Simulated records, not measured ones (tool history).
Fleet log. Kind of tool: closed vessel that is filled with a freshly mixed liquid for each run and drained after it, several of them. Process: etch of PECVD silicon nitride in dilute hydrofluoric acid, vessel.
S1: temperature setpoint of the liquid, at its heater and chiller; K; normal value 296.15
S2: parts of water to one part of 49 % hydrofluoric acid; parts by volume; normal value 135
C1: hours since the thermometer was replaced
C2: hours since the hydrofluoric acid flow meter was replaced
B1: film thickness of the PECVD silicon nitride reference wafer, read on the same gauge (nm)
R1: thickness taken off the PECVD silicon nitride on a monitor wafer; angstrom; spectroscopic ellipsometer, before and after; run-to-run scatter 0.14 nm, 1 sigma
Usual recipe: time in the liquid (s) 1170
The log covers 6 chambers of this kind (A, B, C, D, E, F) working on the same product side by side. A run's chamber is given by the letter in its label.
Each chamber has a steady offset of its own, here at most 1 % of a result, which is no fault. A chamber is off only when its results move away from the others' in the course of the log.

{"run": "1B", "hour": 3.3, "S1": 296.15, "S2": 135, "time in the liquid (s)": 1170, "C1": 1434.4, "C2": 760, "B1": 139.97, "R1": 268.01}
{"run": "2A", "hour": 8.7, "S1": 296.15, "S2": 135, "time in the liquid (s)": 1170, "C1": 358.1, "C2": 1139.8, "B1": 140.01, "R1": 270.24}
{"run": "3D", "hour": 11.7, "S1": 296.15, "S2": 135, "time in the liquid (s)": 1170, "C1": 2674.9, "C2": 323.3, "B1": 139.99, "R1": 272.52}
{"run": "4E", "hour": 17.0, "S1": 296.15, "S2": 135, "time in the liquid (s)": 1170, "C1": 146, "C2": 838.5, "B1": 140, "R1": 265.12}
{"run": "5C", "hour": 22.0, "S1": 296.15, "S2": 135, "time in the liquid (s)": 1170, "C1": 563.5, "C2": 773.7, "B1": 140.01, "R1": 271.47}
{"run": "6F", "hour": 27.3, "S1": 296.15, "S2": 135, "time in the liquid (s)": 1170, "C1": 1396.1, "C2": 31.9, "B1": 139.99, "R1": 267.82}
{"run": "7B", "hour": 30.0, "S1": 298.15, "S2": 135, "time in the liquid (s)": 1170, "C1": 1461.1, "C2": 786.7, "B1": 140, "R1": 304.98}
{"run": "8A", "hour": 34.1, "S1": 298.15, "S2": 135, "time in the liquid (s)": 1170, "C1": 383.5, "C2": 1165.2, "B1": 140, "R1": 307.53}
{"run": "9F", "hour": 38.8, "S1": 298.15, "S2": 135, "time in the liquid (s)": 1170, "C1": 1407.6, "C2": 43.4, "B1": 140.03, "R1": 304.17}
{"run": "10D", "hour": 42.2, "S1": 298.15, "S2": 135, "time in the liquid (s)": 1170, "C1": 2705.4, "C2": 353.8, "B1": 139.97, "R1": 308.54}
{"run": "11C", "hour": 46.6, "S1": 298.15, "S2": 135, "time in the liquid (s)": 1170, "C1": 588.1, "C2": 798.3, "B1": 139.99, "R1": 311.33}
{"run": "12E", "hour": 51.2, "S1": 298.15, "S2": 135, "time in the liquid (s)": 1170, "C1": 180.2, "C2": 872.7, "B1": 140.03, "R1": 304.31}
{"run": "13E", "hour": 55.8, "S1": 296.15, "S2": 135, "time in the liquid (s)": 1170, "C1": 184.8, "C2": 877.3, "B1": 140, "R1": 265.5}
{"run": "14B", "hour": 58.6, "S1": 293.15, "S2": 160, "time in the liquid (s)": 1170, "C1": 1489.7, "C2": 815.3, "B1": 140.02, "R1": 185.03}
{"run": "15F", "hour": 63.9, "S1": 293.15, "S2": 160, "time in the liquid (s)": 1170, "C1": 1432.7, "C2": 68.5, "B1": 140, "R1": 184.64}
{"run": "16D", "hour": 69.1, "S1": 293.15, "S2": 160, "time in the liquid (s)": 1170, "C1": 2732.3, "C2": 380.7, "B1": 140.03, "R1": 189.18}
{"run": "17C", "hour": 73.9, "S1": 293.15, "S2": 160, "time in the liquid (s)": 1170, "C1": 615.4, "C2": 825.6, "B1": 140.01, "R1": 191.24}
{"run": "18A", "hour": 76.3, "S1": 293.15, "S2": 160, "time in the liquid (s)": 1170, "C1": 425.7, "C2": 1207.4, "B1": 140, "R1": 187.62}
{"run": "19F", "hour": 80.6, "S1": 293.15, "S2": 160, "time in the liquid (s)": 1170, "C1": 1449.4, "C2": 85.2, "B1": 139.99, "R1": 186.34}
{"run": "20B", "hour": 84.3, "S1": 296.15, "S2": 135, "time in the liquid (s)": 1170, "C1": 1515.4, "C2": 841, "B1": 139.99, "R1": 268.92}
{"run": "21D", "hour": 87.9, "S1": 296.15, "S2": 135, "time in the liquid (s)": 1170, "C1": 2751.1, "C2": 399.5, "B1": 139.98, "R1": 272.08}
{"run": "22C", "hour": 90.6, "S1": 296.15, "S2": 135, "time in the liquid (s)": 1170, "C1": 632.1, "C2": 842.3, "B1": 140.02, "R1": 273.75}
{"run": "23E", "hour": 93.5, "S1": 296.15, "S2": 135, "time in the liquid (s)": 1170, "C1": 222.5, "C2": 915, "B1": 140.02, "R1": 267.13}
{"run": "24A", "hour": 97.3, "S1": 296.15, "S2": 135, "time in the liquid (s)": 1170, "C1": 446.7, "C2": 1228.4, "B1": 140, "R1": 269.08}
{"run": "25A", "hour": 102.2, "S1": 296.15, "S2": 135, "time in the liquid (s)": 1170, "C1": 451.6, "C2": 1233.3, "B1": 140.01, "R1": 269.99}
{"run": "26E", "hour": 105.9, "S1": 296.15, "S2": 135, "time in the liquid (s)": 1170, "C1": 234.9, "C2": 927.4, "B1": 139.97, "R1": 266.45}
{"run": "27B", "hour": 110.7, "S1": 299.65, "S2": 135, "time in the liquid (s)": 1170, "C1": 1541.8, "C2": 867.4, "B1": 140.03, "R1": 335.23}
{"run": "28D", "hour": 116.1, "S1": 299.65, "S2": 135, "time in the liquid (s)": 1170, "C1": 2779.3, "C2": 427.7, "B1": 140, "R1": 341.1}
{"run": "29C", "hour": 119.8, "S1": 299.65, "S2": 135, "time in the liquid (s)": 1170, "C1": 661.3, "C2": 871.5, "B1": 140, "R1": 351.58}
{"run": "30F", "hour": 122.4, "S1": 299.65, "S2": 135, "time in the liquid (s)": 1170, "C1": 1491.2, "C2": 127, "B1": 139.98, "R1": 334.12}
{"run": "31A", "hour": 126.1, "S1": 299.65, "S2": 135, "time in the liquid (s)": 1170, "C1": 475.5, "C2": 1257.2, "B1": 140, "R1": 335.26}
{"run": "32C", "hour": 129.9, "S1": 299.65, "S2": 135, "time in the liquid (s)": 1170, "C1": 671.4, "C2": 881.6, "B1": 139.96, "R1": 356.12}
{"hour": 134.7, "done": "chamber B: thermometer replaced"}
{"run": "33E", "hour": 135.2, "S1": 296.15, "S2": 135, "time in the liquid (s)": 1170, "C1": 264.2, "C2": 956.7, "B1": 140, "R1": 268.06}
{"run": "34D", "hour": 140.4, "S1": 296.15, "S2": 165, "time in the liquid (s)": 1170, "C1": 2803.6, "C2": 452, "B1": 140.02, "R1": 223.45}
{"run": "35F", "hour": 145.7, "S1": 296.15, "S2": 165, "time in the liquid (s)": 1170, "C1": 1514.5, "C2": 150.3, "B1": 140.01, "R1": 218.31}
{"run": "36B", "hour": 149.7, "S1": 296.15, "S2": 165, "time in the liquid (s)": 1170, "C1": 15, "C2": 906.4, "B1": 139.99, "R1": 220.39}
{"run": "37F", "hour": 152.0, "S1": 296.15, "S2": 165, "time in the liquid (s)": 1170, "C1": 1520.8, "C2": 156.6, "B1": 140.01, "R1": 219.54}
{"run": "38C", "hour": 155.1, "S1": 296.15, "S2": 165, "time in the liquid (s)": 1170, "C1": 696.6, "C2": 906.8, "B1": 139.97, "R1": 232.28}
{"run": "39B", "hour": 159.5, "S1": 296.15, "S2": 165, "time in the liquid (s)": 1170, "C1": 24.8, "C2": 916.2, "B1": 140.01, "R1": 219.34}
{"run": "40E", "hour": 162.0, "S1": 296.15, "S2": 135, "time in the liquid (s)": 1170, "C1": 291, "C2": 983.5, "B1": 139.99, "R1": 265.77}

Next, all 6 chambers run the settings below, one line each with question marks for the results. What does each chamber give?
{"run": "41A", "hour": 165.9, "S1": 296.15, "S2": 100, "time in the liquid (s)": 1170, "R1": "?"}
{"run": "41B", "hour": 165.9, "S1": 296.15, "S2": 100, "time in the liquid (s)": 1170, "R1": "?"}
{"run": "41C", "hour": 165.9, "S1": 296.15, "S2": 100, "time in the liquid (s)": 1170, "R1": "?"}
{"run": "41D", "hour": 165.9, "S1": 296.15, "S2": 100, "time in the liquid (s)": 1170, "R1": "?"}
{"run": "41E", "hour": 165.9, "S1": 296.15, "S2": 100, "time in the liquid (s)": 1170, "R1": "?"}
{"run": "41F", "hour": 165.9, "S1": 296.15, "S2": 100, "time in the liquid (s)": 1170, "R1": "?"}

run=41A R1=361.23
run=41B R1=355.9
run=41C R1=383.02
run=41D R1=359.56
run=41E R1=352.78
run=41F R1=360.06

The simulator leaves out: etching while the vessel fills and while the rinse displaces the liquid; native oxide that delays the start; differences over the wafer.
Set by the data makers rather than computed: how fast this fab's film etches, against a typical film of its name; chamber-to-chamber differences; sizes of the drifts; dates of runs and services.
